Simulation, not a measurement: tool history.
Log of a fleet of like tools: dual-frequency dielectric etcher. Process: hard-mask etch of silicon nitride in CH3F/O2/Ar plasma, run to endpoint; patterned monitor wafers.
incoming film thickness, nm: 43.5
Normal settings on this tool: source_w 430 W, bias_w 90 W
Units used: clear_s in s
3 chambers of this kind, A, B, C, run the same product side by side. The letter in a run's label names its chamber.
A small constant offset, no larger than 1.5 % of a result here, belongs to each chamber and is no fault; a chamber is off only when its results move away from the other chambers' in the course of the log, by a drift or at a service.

run 1C hour=5.4 | source_w=430 bias_w=90 | clear_s=57.506
run 2A hour=11.8 | source_w=430 bias_w=90 | clear_s=56.015
run 3B hour=19.5 | source_w=430 bias_w=90 | clear_s=57.149
run 4C hour=29.9 | source_w=430 bias_w=90 | clear_s=56.105
run 5B hour=40.4 | source_w=430 bias_w=90 | clear_s=57.137
run 6A hour=49.2 | source_w=520 bias_w=90 | clear_s=51.992
run 7B hour=57.3 | source_w=520 bias_w=90 | clear_s=52.573
run 8C hour=67.9 | source_w=520 bias_w=90 | clear_s=53.540
run 9A hour=73.8 | source_w=430 bias_w=90 | clear_s=55.551
run 10B hour=80.6 | source_w=500 bias_w=90 | clear_s=53.067
run 11C hour=88.6 | source_w=500 bias_w=90 | clear_s=53.761
run 12A hour=95.8 | source_w=500 bias_w=90 | clear_s=52.686
run 13C hour=101.5 | source_w=430 bias_w=90 | clear_s=56.973
run 14B hour=108.4 | source_w=430 bias_w=90 | clear_s=56.657
run 15A hour=114.9 | source_w=430 bias_w=90 | clear_s=55.689
run 16A hour=121.7 | source_w=430 bias_w=73 | clear_s=60.383
run 17C hour=130.9 | source_w=430 bias_w=73 | clear_s=61.019
run 18B hour=138.3 | source_w=430 bias_w=73 | clear_s=60.535
run 19A hour=144.5 | source_w=430 bias_w=90 | clear_s=55.581
run 20B hour=150.2 | source_w=330 bias_w=78 | clear_s=64.984
run 21C hour=160.0 | source_w=330 bias_w=78 | clear_s=65.862
run 22A hour=167.7 | source_w=330 bias_w=78 | clear_s=65.017
run 23B hour=175.0 | source_w=430 bias_w=90 | clear_s=56.301
-- hour=181.7 chamber C: wet clean of the chamber
run 24C hour=182.3 | source_w=430 bias_w=90 | clear_s=57.028
run 25C hour=192.0 | source_w=430 bias_w=90 | clear_s=56.249
run 26A hour=197.7 | source_w=430 bias_w=90 | clear_s=56.087
run 27B hour=207.0 | source_w=430 bias_w=90 | clear_s=56.589
run 28C hour=213.6 | source_w=430 bias_w=90 | clear_s=56.874
run 29B hour=220.4 | source_w=430 bias_w=90 | clear_s=55.940
run 30A hour=225.2 | source_w=430 bias_w=90 | clear_s=55.908
run 31B hour=230.5 | source_w=430 bias_w=90 | clear_s=56.219
run 32C hour=240.8 | source_w=430 bias_w=90 | clear_s=57.037
run 33A hour=249.9 | source_w=430 bias_w=90 | clear_s=55.709
run 34A hour=257.1 | source_w=430 bias_w=90 | clear_s=56.185
run 35C hour=261.7 | source_w=430 bias_w=90 | clear_s=56.534
run 36B hour=270.0 | source_w=430 bias_w=90 | clear_s=56.966
run 37A hour=278.7 | source_w=430 bias_w=90 | clear_s=55.728
-- hour=282.7 chamber B: wet clean of the chamber
run 38B hour=285.7 | source_w=430 bias_w=90 | clear_s=56.822

Decide between three cases: one chamber stands off from its peers, the gauge reading all wafers drifts, or nothing is wrong past each chamber's small offset. Where a chamber is off, say which and what most likely put it there.

Neither any chamber nor the gauge drifts; the chambers differ only by their own small, steady offsets.
